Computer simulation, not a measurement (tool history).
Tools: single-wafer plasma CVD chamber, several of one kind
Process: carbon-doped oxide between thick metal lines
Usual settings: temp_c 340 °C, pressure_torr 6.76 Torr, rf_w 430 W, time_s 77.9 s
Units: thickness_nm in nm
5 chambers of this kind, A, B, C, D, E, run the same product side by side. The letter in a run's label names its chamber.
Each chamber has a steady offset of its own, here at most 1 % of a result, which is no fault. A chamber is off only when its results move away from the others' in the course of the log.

run	hour	temp_c	pressure_torr	rf_w	time_s	read-back reference wafer on the same gauge, thickness_nm	thickness_nm
# hour 9.3: chamber B: RF generator calibrated
1C	14.6	340	6.76	430	77.9	452.01	380.34
2A	26.3	340	6.76	430	77.9	452.11	380.07
3D	38.4	340	6.76	430	77.9	452.02	382.88
4B	51.5	340	6.76	430	77.9	451.92	379.85
5E	62.3	340	7.88	480	77.9	452.18	413.08
6A	70.1	340	7.88	480	77.9	452.01	414.50
7B	79.8	340	7.88	480	77.9	451.82	413.29
8D	89.7	340	7.88	480	77.9	452.03	416.46
9E	97.3	340	7.88	480	77.9	451.66	412.31
10C	108.5	340	6.76	475	68.8	452.33	360.00
11E	118.3	340	6.76	475	68.8	452.17	356.86
12A	127.4	340	6.76	475	68.8	452.00	360.26
13D	138.8	340	6.76	475	68.8	452.09	361.95
14B	152.0	340	6.76	475	68.8	451.97	359.01
15C	160.8	340	6.76	430	77.9	451.98	380.24
16D	175.8	340	6.76	430	77.9	451.90	382.56
17A	189.0	340	6.76	430	77.9	452.17	379.95
18C	199.2	348	6.76	430	77.9	451.71	371.39
19E	213.6	348	6.76	430	77.9	451.81	370.05
20B	223.4	348	6.76	430	77.9	452.19	371.21
21B	235.5	348	6.76	430	77.9	451.76	370.69
22C	244.7	348	6.76	430	77.9	451.91	371.53
# hour 255.1: chamber D: thermocouple changed; heater temperature recalibrated
23A	257.1	340	6.76	430	77.9	451.82	381.39
24D	267.8	340	6.76	430	77.9	451.98	382.52
25E	280.4	340	6.76	430	77.9	452.02	378.78
# hour 287.0: chamber A: RF generator calibrated
26D	288.9	340	6.76	430	77.9	452.08	383.43
27A	301.1	333	6.76	430	67.6	452.11	338.02
28E	311.7	333	6.76	430	67.6	452.14	334.44
29B	326.1	333	6.76	430	67.6	451.84	336.07
30C	338.5	333	6.76	430	67.6	451.82	337.17
31D	350.8	333	6.76	430	67.6	452.09	339.35
32C	360.0	340	6.76	430	77.9	452.01	380.58
33E	373.8	340	6.76	430	77.9	452.14	377.87
34B	384.0	340	6.76	430	77.9	451.94	377.69
35A	397.7	340	6.76	430	77.9	451.89	380.64
36E	409.8	340	6.76	430	77.9	452.12	376.81
37B	418.4	340	6.76	430	77.9	452.09	379.31
38D	432.8	340	6.76	430	77.9	452.00	383.90
39A	447.1	340	6.76	430	77.9	452.11	380.56
40C	455.2	340	6.76	430	77.9	452.23	381.46
41C	469.9	340	6.76	430	77.9	451.92	379.97

Is one chamber off against the others, does the gauge drift, or is nothing wrong? If a chamber is off, say which, and what the likeliest cause is.

No chamber stands off beyond its own small offset, and the gauge holds steady.
